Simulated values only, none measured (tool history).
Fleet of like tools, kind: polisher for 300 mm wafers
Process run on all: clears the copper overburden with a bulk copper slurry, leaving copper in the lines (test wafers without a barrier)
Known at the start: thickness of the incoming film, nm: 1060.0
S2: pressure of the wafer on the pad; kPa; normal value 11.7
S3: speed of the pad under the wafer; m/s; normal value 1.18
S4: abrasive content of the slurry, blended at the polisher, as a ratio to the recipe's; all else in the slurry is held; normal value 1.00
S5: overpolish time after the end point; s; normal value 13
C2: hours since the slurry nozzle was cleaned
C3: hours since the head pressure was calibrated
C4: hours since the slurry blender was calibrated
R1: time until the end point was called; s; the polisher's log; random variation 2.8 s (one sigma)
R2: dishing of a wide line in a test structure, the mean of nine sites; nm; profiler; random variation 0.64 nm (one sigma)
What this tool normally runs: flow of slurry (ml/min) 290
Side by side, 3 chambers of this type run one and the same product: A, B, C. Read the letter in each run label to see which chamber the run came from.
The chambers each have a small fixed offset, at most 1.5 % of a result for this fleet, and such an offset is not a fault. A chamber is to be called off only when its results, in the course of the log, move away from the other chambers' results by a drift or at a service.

At hour 4.1: chamber C: worn pad replaced by a new one.
Run 1B, hour 6.8: usual settings; wafers polished on this pad 116; C2 218.7; C3 381.1; C4 514.4. Result: R1 159.80 s, R2 41.425 nm.
Run 2C, hour 15.6: usual settings; wafers polished on this pad 83; C2 113.1; C3 904.1; C4 337.2. Result: R1 160.27 s, R2 41.250 nm.
Run 3A, hour 24.8: usual settings; wafers polished on this pad 613; C2 193.7; C3 260.2; C4 234.0. Result: R1 159.02 s, R2 41.200 nm.
Run 4C, hour 31.5: usual settings; wafers polished on this pad 198; C2 129.0; C3 920.0; C4 353.1. Result: R1 160.28 s, R2 41.249 nm.
Run 5A, hour 40.9: usual settings; wafers polished on this pad 729; C2 209.8; C3 276.3; C4 250.1. Result: R1 160.30 s, R2 42.132 nm.
At hour 41.4: chamber B: slurry blender recalibrated.
Run 6B, hour 47.5: usual settings; wafers polished on this pad 409; C2 259.4; C3 421.8; C4 6.2. Result: R1 157.92 s, R2 41.683 nm.
Run 7A, hour 54.0: usual settings; wafers polished on this pad 824; C2 222.9; C3 289.4; C4 263.2. Result: R1 163.50 s, R2 41.232 nm.
At hour 58.3: chamber A: slurry blender recalibrated.
Run 8C, hour 58.8: usual settings; wafers polished on this pad 394; C2 156.3; C3 947.3; C4 380.4. Result: R1 160.61 s, R2 40.628 nm.
At hour 62.3: chamber A: worn pad replaced by a new one.
Run 9B, hour 67.2: usual settings; wafers polished on this pad 551; C2 279.1; C3 441.5; C4 25.9. Result: R1 156.75 s, R2 42.119 nm.
Run 10A, hour 72.7: usual settings; wafers polished on this pad 75; C2 241.6; C3 308.1; C4 14.5. Result: R1 160.48 s, R2 41.104 nm.
At hour 74.9: chamber C: worn pad replaced by a new one.
Run 11C, hour 77.9: usual settings; wafers polished on this pad 22; C2 175.4; C3 966.4; C4 399.5. Result: R1 155.28 s, R2 40.350 nm.
Run 12B, hour 82.1: usual settings; wafers polished on this pad 658; C2 294.0; C3 456.4; C4 40.8. Result: R1 161.14 s, R2 42.263 nm.
Run 13B, hour 89.6: usual settings; wafers polished on this pad 712; C2 301.5; C3 463.9; C4 48.3. Result: R1 156.25 s, R2 41.644 nm.
At hour 91.9: chamber C: slurry blender recalibrated.
Run 14C, hour 95.8: usual settings; wafers polished on this pad 151; C2 193.3; C3 984.3; C4 3.9. Result: R1 158.52 s, R2 40.163 nm.
Run 15A, hour 102.7: usual settings; wafers polished on this pad 291; C2 271.6; C3 338.1; C4 44.5. Result: R1 161.44 s, R2 41.747 nm.
Run 16A, hour 110.4: usual settings; wafers polished on this pad 347; C2 279.3; C3 345.8; C4 52.2. Result: R1 160.50 s, R2 41.600 nm.
Run 17C, hour 119.6: usual settings; wafers polished on this pad 322; C2 217.1; C3 1008.1; C4 27.7. Result: R1 156.18 s, R2 41.375 nm.
Run 18B, hour 125.1: usual settings but S3 1.34 m/s; wafers polished on this pad 968; C2 337.0; C3 499.4; C4 83.8. Result: R1 137.79 s, R2 43.338 nm.
Run 19B, hour 129.6: usual settings but S3 1.34 m/s; wafers polished on this pad 1000; C2 341.5; C3 503.9; C4 88.3. Result: R1 137.31 s, R2 43.721 nm.
At hour 129.7: chamber A: slurry nozzle cleaned.
Run 20C, hour 136.9: usual settings but S3 1.34 m/s; wafers polished on this pad 447; C2 234.4; C3 1025.4; C4 45.0. Result: R1 144.09 s, R2 43.779 nm.
At hour 139.4: chamber C: slurry nozzle cleaned.
Run 21A, hour 145.7: usual settings; wafers polished on this pad 601; C2 16.0; C3 381.1; C4 87.5. Result: R1 164.29 s, R2 41.145 nm.
At hour 152.8: chamber B: slurry nozzle cleaned.
Run 22A, hour 154.3: usual settings; wafers polished on this pad 663; C2 24.6; C3 389.7; C4 96.1. Result: R1 158.54 s, R2 40.329 nm.
At hour 157.2: chamber C: worn pad replaced by a new one.
Run 23B, hour 163.6: usual settings but S2 9.0 kPa, S5 19 s; wafers polished on this pad 1245; C2 10.9; C3 537.9; C4 122.3. Result: R1 211.17 s, R2 42.379 nm.
Run 24C, hour 172.4: usual settings but S2 9.0 kPa, S5 19 s; wafers polished on this pad 110; C2 33.0; C3 1060.9; C4 80.5. Result: R1 208.20 s, R2 40.119 nm.
Run 25A, hour 179.8: usual settings but S2 9.0 kPa, S5 19 s; wafers polished on this pad 847; C2 50.1; C3 415.2; C4 121.6. Result: R1 209.77 s, R2 41.146 nm.
Run 26B, hour 189.1: usual settings; wafers polished on this pad 1429; C2 36.4; C3 563.4; C4 147.8. Result: R1 158.03 s, R2 40.495 nm.
At hour 191.6: chamber A: worn pad replaced by a new one.
Run 27C, hour 197.8: usual settings but S2 13.1 kPa, S3 1.44 m/s; wafers polished on this pad 293; C2 58.4; C3 1086.3; C4 105.9. Result: R1 113.85 s, R2 49.319 nm.
Run 28B, hour 205.1: usual settings but S2 13.1 kPa, S3 1.44 m/s; wafers polished on this pad 1544; C2 52.4; C3 579.4; C4 163.8. Result: R1 117.41 s, R2 50.633 nm.
At hour 208.5: chamber B: worn pad replaced by a new one.
At hour 208.7: chamber C: head pressure recalibrated.
Run 29C, hour 212.0: usual settings but S2 13.1 kPa, S3 1.44 m/s; wafers polished on this pad 395; C2 72.6; C3 3.3; C4 120.1. Result: R1 115.95 s, R2 47.673 nm.
Run 30A, hour 216.4: usual settings; wafers polished on this pad 178; C2 86.7; C3 451.8; C4 158.2. Result: R1 157.86 s, R2 41.189 nm.
Run 31B, hour 225.4: usual settings but S4 0.85; wafers polished on this pad 122; C2 72.7; C3 599.7; C4 184.1. Result: R1 160.93 s, R2 41.002 nm.
At hour 231.7: chamber C: worn pad replaced by a new one.
Run 32A, hour 234.4: usual settings but S4 0.85; wafers polished on this pad 308; C2 104.7; C3 469.8; C4 176.2. Result: R1 158.43 s, R2 41.549 nm.
Run 33C, hour 243.9: usual settings but S4 0.85; wafers polished on this pad 88; C2 104.5; C3 35.2; C4 152.0. Result: R1 159.78 s, R2 40.259 nm.
Run 34C, hour 252.2: usual settings; wafers polished on this pad 147; C2 112.8; C3 43.5; C4 160.3. Result: R1 162.97 s, R2 41.004 nm.
Run 35A, hour 261.4: usual settings; wafers polished on this pad 503; C2 131.7; C3 496.8; C4 203.2. Result: R1 161.03 s, R2 41.483 nm.
Run 36B, hour 270.9: usual settings; wafers polished on this pad 449; C2 118.2; C3 645.2; C4 229.6. Result: R1 164.23 s, R2 41.557 nm.

Next, all 3 chambers run the settings below, one line each with question marks for the results. What does each chamber give?
Run 37A, hour 277.8: usual settings but flow of slurry (ml/min) 340. Result: R1 ?, R2 ?.
Run 37B, hour 277.8: usual settings but flow of slurry (ml/min) 340. Result: R1 ?, R2 ?.
Run 37C, hour 277.8: usual settings but flow of slurry (ml/min) 340. Result: R1 ?, R2 ?.

run      R1      R2
37A  157.77  41.186
37B  160.85  40.396
37C  160.00  41.829

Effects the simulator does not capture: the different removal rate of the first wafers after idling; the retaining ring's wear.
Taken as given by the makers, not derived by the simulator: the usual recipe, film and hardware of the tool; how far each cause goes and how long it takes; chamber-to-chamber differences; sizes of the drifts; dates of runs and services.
